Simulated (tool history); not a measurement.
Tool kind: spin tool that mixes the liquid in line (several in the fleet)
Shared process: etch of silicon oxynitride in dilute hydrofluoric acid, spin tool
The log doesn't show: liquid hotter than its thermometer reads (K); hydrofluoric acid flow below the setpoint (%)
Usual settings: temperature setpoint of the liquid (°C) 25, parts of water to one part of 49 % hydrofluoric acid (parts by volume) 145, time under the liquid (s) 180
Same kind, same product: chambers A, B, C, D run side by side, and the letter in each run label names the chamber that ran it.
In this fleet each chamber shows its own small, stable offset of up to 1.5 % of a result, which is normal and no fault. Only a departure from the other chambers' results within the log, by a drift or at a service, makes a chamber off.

run,hour,temperature setpoint of the liquid (°C),parts of water to one part of 49 % hydrofluoric acid (parts by volume),time under the liquid (s),hours since the thermometer was replaced,hours since the hydrofluoric acid flow meter was replaced,"read-back film thickness of the silicon oxynitride reference wafer, read on the same gauge (nm)",thickness taken off the silicon oxynitride on a monitor wafer (angstrom)
1C,7.2,25,145,180,528.1,484.7,119.98,37.067
2D,15.7,25,145,180,81.5,340.4,120.03,37.145
3A,28.8,25,145,180,949.4,1024,119.97,37.658
4B,43,25,145,180,197.5,310.4,119.96,36.995
5D,51.1,25,95,180,116.9,375.8,119.97,60.343
6B,61.5,25,95,180,216,328.9,120.01,58.304
7A,70.6,25,95,180,991.2,1065.8,119.99,59.724
8C,81.5,25,95,180,602.4,559,120.01,57.752
9C,96.1,25,145,180,617,573.6,120.01,37.328
10B,103.4,25,145,180,257.9,370.8,120.01,37.057
11D,112.3,25,145,180,178.1,437,119.98,37.096
12A,119.5,25,145,180,1040.1,1114.7,119.98,37.66
13A,126.7,25,145,180,1047.3,1121.9,119.97,37.941
14C,138.8,25,145,180,659.7,616.3,120.02,36.575
15B,147.7,25,145,180,302.2,415.1,120,37.211
# hour 157.7: chamber C: thermometer replaced
16D,163.2,25,145,180,229,487.9,119.97,36.2
17A,171.5,25,145,180,1092.1,1166.7,119.99,37.393
18D,184.7,25,145,180,250.5,509.4,120.03,35.777
19C,200.3,25,145,125,42.6,677.8,120.03,25.11
20B,208.3,25,145,125,362.8,475.7,120.03,25.59
21C,220.9,25,145,125,63.2,698.4,119.99,25.38
22B,229.9,25,145,125,384.4,497.3,120.03,26.075
23A,238.5,25,145,180,1159.1,1233.7,119.96,37.816
24D,250,25,145,180,315.8,574.7,120,34.796
25B,260.5,25,145,180,415,527.9,119.97,37.433
26A,272,25,145,180,1192.6,1267.2,120.08,37.524
27C,283.3,25,145,180,125.6,760.8,119.98,37.185
28D,294.8,25,145,180,360.6,619.5,120.03,34.142
29A,308,25,145,180,1228.6,1303.2,119.99,37.594
30B,315.9,25,145,180,470.4,583.3,120.01,37.224
31D,331.7,25,145,180,397.5,656.4,120,33.559

One chamber off, gauge drift, or nothing amiss beyond the chambers' own small offsets? If it is a chamber, which one, and what is the likeliest cause?

Chamber D drifts away from the others.
Likeliest cause: hydrofluoric acid flow below the setpoint (%) = 8.12.
The log may not tell that from: liquid colder than its thermometer reads (K).

Here are 4 candidates for chamber D's next run, each the usual settings with a change, their results left as question marks. Which one brings its results back in line with what the others give on the usual settings?
In line means no further than this from the other chambers' mean on the usual settings: thickness taken off the silicon oxynitride on a monitor wafer (angstrom) 1.2
32D-1,343.2,25,145,195,,,,?
32D-2,343.2,23,145,180,,,,?
32D-3,343.2,24.5,165,180,,,,?
32D-4,343.2,25,145,215,,,,?

Average result of the remaining chambers running the usual settings: thickness taken off the silicon oxynitride on a monitor wafer (angstrom) 36.984
run,thickness taken off the silicon oxynitride on a monitor wafer (angstrom)
32D-1,36.352
32D-2,30.614
32D-3,28.28
32D-4,40.081
The right change is 32D-1: it brings the chamber back within the allowed miss of the others.

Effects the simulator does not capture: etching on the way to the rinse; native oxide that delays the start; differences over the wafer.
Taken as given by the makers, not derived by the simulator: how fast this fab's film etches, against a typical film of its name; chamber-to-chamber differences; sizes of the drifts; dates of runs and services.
